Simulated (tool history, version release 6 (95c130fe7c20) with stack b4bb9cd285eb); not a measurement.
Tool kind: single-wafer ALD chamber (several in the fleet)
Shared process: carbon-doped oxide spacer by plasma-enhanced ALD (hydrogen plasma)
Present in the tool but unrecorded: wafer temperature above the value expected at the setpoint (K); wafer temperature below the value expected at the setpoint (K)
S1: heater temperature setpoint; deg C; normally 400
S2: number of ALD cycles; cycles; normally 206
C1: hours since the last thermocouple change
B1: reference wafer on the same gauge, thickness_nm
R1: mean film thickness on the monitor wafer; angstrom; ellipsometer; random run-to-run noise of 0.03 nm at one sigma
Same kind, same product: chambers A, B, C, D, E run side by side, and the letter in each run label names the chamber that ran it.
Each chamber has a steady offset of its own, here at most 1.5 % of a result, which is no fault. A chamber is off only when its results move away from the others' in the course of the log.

run 1C day=0.208 | S1=400 S2=206 | C1=272.0 | B1=9.6971 | R1=102.150
run 2D day=0.400 | S1=400 S2=206 | C1=673.9 | B1=9.7001 | R1=102.620
run 3E day=0.521 | S1=400 S2=206 | C1=1391.1 | B1=9.6954 | R1=104.380
-- day=0.629 chamber E: thermocouple changed; heater temperature recalibrated
run 4B day=0.729 | S1=400 S2=206 | C1=1380.7 | B1=9.6969 | R1=103.040
run 5A day=0.950 | S1=400 S2=206 | C1=1387.8 | B1=9.7022 | R1=103.030
run 6E day=1.083 | S1=400 S2=206 | C1=10.9 | B1=9.6940 | R1=104.120
run 7D day=1.267 | S1=400 S2=177 | C1=694.7 | B1=9.6963 | R1=87.772
run 8A day=1.471 | S1=400 S2=177 | C1=1400.3 | B1=9.7006 | R1=88.686
run 9C day=1.600 | S1=400 S2=177 | C1=305.4 | B1=9.6970 | R1=87.864
run 10B day=1.758 | S1=400 S2=177 | C1=1405.4 | B1=9.6986 | R1=88.141
run 11E day=1.871 | S1=400 S2=177 | C1=29.8 | B1=9.6932 | R1=90.086
run 12B day=2.104 | S1=390 S2=243 | C1=1413.7 | B1=9.6999 | R1=121.170
run 13D day=2.279 | S1=390 S2=243 | C1=719.0 | B1=9.7033 | R1=120.760
run 14A day=2.388 | S1=390 S2=243 | C1=1422.3 | B1=9.7005 | R1=121.820
run 15C day=2.546 | S1=390 S2=243 | C1=328.1 | B1=9.7008 | R1=121.530
run 16D day=2.729 | S1=390 S2=243 | C1=729.8 | B1=9.6953 | R1=120.520
run 17B day=2.933 | S1=400 S2=206 | C1=1433.6 | B1=9.6987 | R1=102.920
run 18E day=3.117 | S1=400 S2=206 | C1=59.7 | B1=9.6987 | R1=104.910
run 19C day=3.292 | S1=400 S2=206 | C1=346.0 | B1=9.7112 | R1=102.740
run 20A day=3.396 | S1=400 S2=222 | C1=1446.5 | B1=9.7078 | R1=111.090
run 21D day=3.621 | S1=400 S2=222 | C1=751.2 | B1=9.7051 | R1=110.320
run 22C day=3.746 | S1=400 S2=222 | C1=356.9 | B1=9.6980 | R1=110.310
run 23A day=3.958 | S1=400 S2=222 | C1=1460.0 | B1=9.6998 | R1=111.460
run 24E day=4.154 | S1=400 S2=222 | C1=84.6 | B1=9.7026 | R1=112.840
run 25B day=4.321 | S1=400 S2=206 | C1=1466.9 | B1=9.7062 | R1=102.890
run 26D day=4.458 | S1=400 S2=206 | C1=771.3 | B1=9.6968 | R1=102.990
run 27A day=4.562 | S1=388 S2=193 | C1=1474.5 | B1=9.7081 | R1=96.795
run 28C day=4.708 | S1=388 S2=193 | C1=380.0 | B1=9.7016 | R1=96.379
run 29E day=4.842 | S1=388 S2=193 | C1=101.1 | B1=9.6962 | R1=97.995
run 30B day=5.042 | S1=388 S2=193 | C1=1484.2 | B1=9.6982 | R1=96.390
run 31B day=5.204 | S1=388 S2=193 | C1=1488.1 | B1=9.6974 | R1=96.070
run 32C day=5.379 | S1=400 S2=206 | C1=396.1 | B1=9.6966 | R1=102.610
run 33A day=5.542 | S1=400 S2=206 | C1=1498.0 | B1=9.7020 | R1=102.760
run 34D day=5.667 | S1=400 S2=206 | C1=800.3 | B1=9.7034 | R1=102.540
run 35E day=5.808 | S1=410 S2=175 | C1=124.3 | B1=9.6977 | R1=86.565
run 36A day=5.917 | S1=410 S2=175 | C1=1507.0 | B1=9.6973 | R1=85.212
run 37D day=6.021 | S1=410 S2=175 | C1=808.8 | B1=9.6934 | R1=84.621
run 38E day=6.254 | S1=410 S2=175 | C1=135.0 | B1=9.6962 | R1=85.775
run 39C day=6.367 | S1=410 S2=175 | C1=419.8 | B1=9.6921 | R1=84.449
run 40B day=6.575 | S1=412 S2=220 | C1=1521.0 | B1=9.6963 | R1=106.000
run 41B day=6.712 | S1=412 S2=220 | C1=1524.3 | B1=9.6992 | R1=106.200
run 42C day=6.829 | S1=412 S2=220 | C1=430.9 | B1=9.6978 | R1=105.900
run 43E day=7.033 | S1=412 S2=220 | C1=153.7 | B1=9.7013 | R1=107.860

For the next run the whole fleet of 5 chambers uses the same settings. Give each chamber's results:
run 44A day=7.204 | S1=405 S2=206 | R1=?
run 44B day=7.204 | S1=405 S2=206 | R1=?
run 44C day=7.204 | S1=405 S2=206 | R1=?
run 44D day=7.204 | S1=405 S2=206 | R1=?
run 44E day=7.204 | S1=405 S2=206 | R1=?

run=44A R1=101.520
run=44B R1=101.920
run=44C R1=101.280
run=44D R1=101.490
run=44E R1=102.560

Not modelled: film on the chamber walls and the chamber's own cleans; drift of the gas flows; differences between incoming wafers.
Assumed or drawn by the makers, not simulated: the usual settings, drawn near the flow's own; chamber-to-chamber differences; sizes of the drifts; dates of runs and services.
